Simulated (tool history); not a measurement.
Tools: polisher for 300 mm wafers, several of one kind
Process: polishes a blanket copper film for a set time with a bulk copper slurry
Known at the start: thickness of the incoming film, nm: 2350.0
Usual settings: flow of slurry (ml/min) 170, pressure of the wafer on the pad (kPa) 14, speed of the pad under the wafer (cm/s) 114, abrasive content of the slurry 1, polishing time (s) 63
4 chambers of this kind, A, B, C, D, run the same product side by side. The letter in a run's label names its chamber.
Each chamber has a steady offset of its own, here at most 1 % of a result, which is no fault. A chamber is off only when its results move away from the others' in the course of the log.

run,hour,flow of slurry (ml/min),pressure of the wafer on the pad (kPa),speed of the pad under the wafer (cm/s),abrasive content of the slurry,polishing time (s),wafers polished on this pad,hours since the slurry nozzle was cleaned,hours since the head pressure was calibrated,hours since the slurry blender was calibrated,film removed (Å)
# hour 7.9: chamber D: worn pad replaced by a new one
# hour 8.2: chamber B: worn pad replaced by a new one
1B,8.4,170,14,114,1,63,1,296.4,189.1,111.9,5222.7
# hour 13.3: chamber D: slurry blender recalibrated
2D,18.8,170,14,114,1,63,66,54.6,663.3,5.6,5080.6
# hour 24.8: chamber A: slurry blender recalibrated
# hour 29.2: chamber C: worn pad replaced by a new one
3C,30.3,170,14,114,1,63,7,88.8,329.9,139.4,5166.3
4A,37.0,170,14,114,1,63,310,464.5,336.1,12.3,5169.2
5A,50.3,170,14,114,1,63,391,477.8,349.4,25.6,5137.4
6B,57.5,170,14,114,1,63,300,345.5,238.2,161.0,5157.6
# hour 69.0: chamber B: slurry nozzle cleaned
7C,71.4,170,14,114,1,63,257,129.9,371.0,180.5,5104.9
8D,85.3,170,14,114,1,63,470,121.1,729.8,72.1,5147.5
# hour 94.8: chamber C: slurry blender recalibrated
9D,98.1,170,14,114,1,63,548,133.9,742.6,84.9,5186.1
# hour 105.2: chamber D: worn pad replaced by a new one
10B,112.2,170,14,114,1,63,633,43.3,292.9,215.7,5220.7
11C,124.0,170,14,114,1,63,577,182.5,423.6,29.3,5076.1
12A,133.1,170,14,114,1,63,894,560.6,432.2,108.4,5097.1
13D,146.8,170,14,114,1,63,253,182.6,791.3,133.6,5097.6
# hour 148.3: chamber A: slurry blender recalibrated
14C,153.7,170,14,114,1,63,757,212.2,453.3,59.0,5110.2
# hour 156.3: chamber D: head pressure recalibrated
# hour 163.6: chamber B: worn pad replaced by a new one
15B,168.2,170,14,138,1,56,28,99.3,348.9,271.7,5584.2
# hour 168.9: chamber B: head pressure recalibrated
# hour 176.7: chamber C: worn pad replaced by a new one
16A,179.7,170,14,138,1,56,1178,607.2,478.8,31.4,5499.5
17B,186.8,170,14,138,1,56,141,117.9,18.0,290.3,5196.6
# hour 191.9: chamber B: slurry blender recalibrated
18C,200.0,170,14,138,1,56,142,258.5,499.6,105.3,5506.4
19A,213.3,170,14,114,1,63,1382,640.8,512.4,65.0,5038.0
# hour 216.9: chamber D: worn pad replaced by a new one
20D,225.7,170,14,114,1,63,53,261.5,69.5,212.5,5088.3
# hour 227.2: chamber A: worn pad replaced by a new one
21B,234.7,170,14,114,1,63,432,165.8,65.9,42.9,4812.9
# hour 244.3: chamber A: slurry blender recalibrated
22C,244.6,170,14,114,1,63,413,303.1,544.2,149.9,5161.4
# hour 253.2: chamber D: slurry blender recalibrated
23D,254.8,170,14,114,1,63,230,290.6,98.6,1.7,5122.0
# hour 255.9: chamber D: slurry nozzle cleaned
24A,261.7,170,14,114,1,63,210,689.2,560.8,17.4,5116.3
25C,268.1,170,14,114,1,63,556,326.6,567.7,173.4,5151.4
26D,277.5,170,14,114,1,63,368,21.7,121.3,24.4,5164.1
27B,285.7,170,14,114,1,63,742,216.8,116.9,93.9,4841.1
28A,298.0,170,14,114,1,63,430,725.5,597.1,53.7,5101.5
29B,305.9,170,14,114,1,63,865,237.0,137.1,114.1,4839.5
30C,314.0,170,14,114,1,63,835,372.5,613.6,219.3,5208.5
# hour 317.4: chamber A: slurry nozzle cleaned
# hour 317.9: chamber C: slurry blender recalibrated
31D,325.7,170,14,114,1,63,662,69.9,169.5,72.6,5041.4
# hour 326.7: chamber D: worn pad replaced by a new one
# hour 340.0: chamber A: slurry blender recalibrated
32A,340.2,170,14,114,1,63,687,22.9,639.3,0.3,5077.1
# hour 340.3: chamber C: worn pad replaced by a new one
# hour 346.4: chamber B: worn pad replaced by a new one
33B,349.3,170,14,114,1,63,18,280.4,180.5,157.5,4814.2
34A,360.5,170,14,114,1,63,811,43.2,659.6,20.6,5158.5
35D,372.0,170,14,114,1,63,276,116.2,215.8,118.9,5051.5
36C,383.8,170,14,114,1,63,264,442.3,683.4,65.9,5129.7
37A,396.1,115,14,114,1,63,1027,78.8,695.2,56.2,4689.0

All 4 chambers run these settings next. Forecast each chamber's results:
38A,406.8,115,14,114,1,63,,,,,?
38B,406.8,115,14,114,1,63,,,,,?
38C,406.8,115,14,114,1,63,,,,,?
38D,406.8,115,14,114,1,63,,,,,?

run,film removed (Å)
38A,4717.4
38B,4422.1
38C,4750.5
38D,4709.9
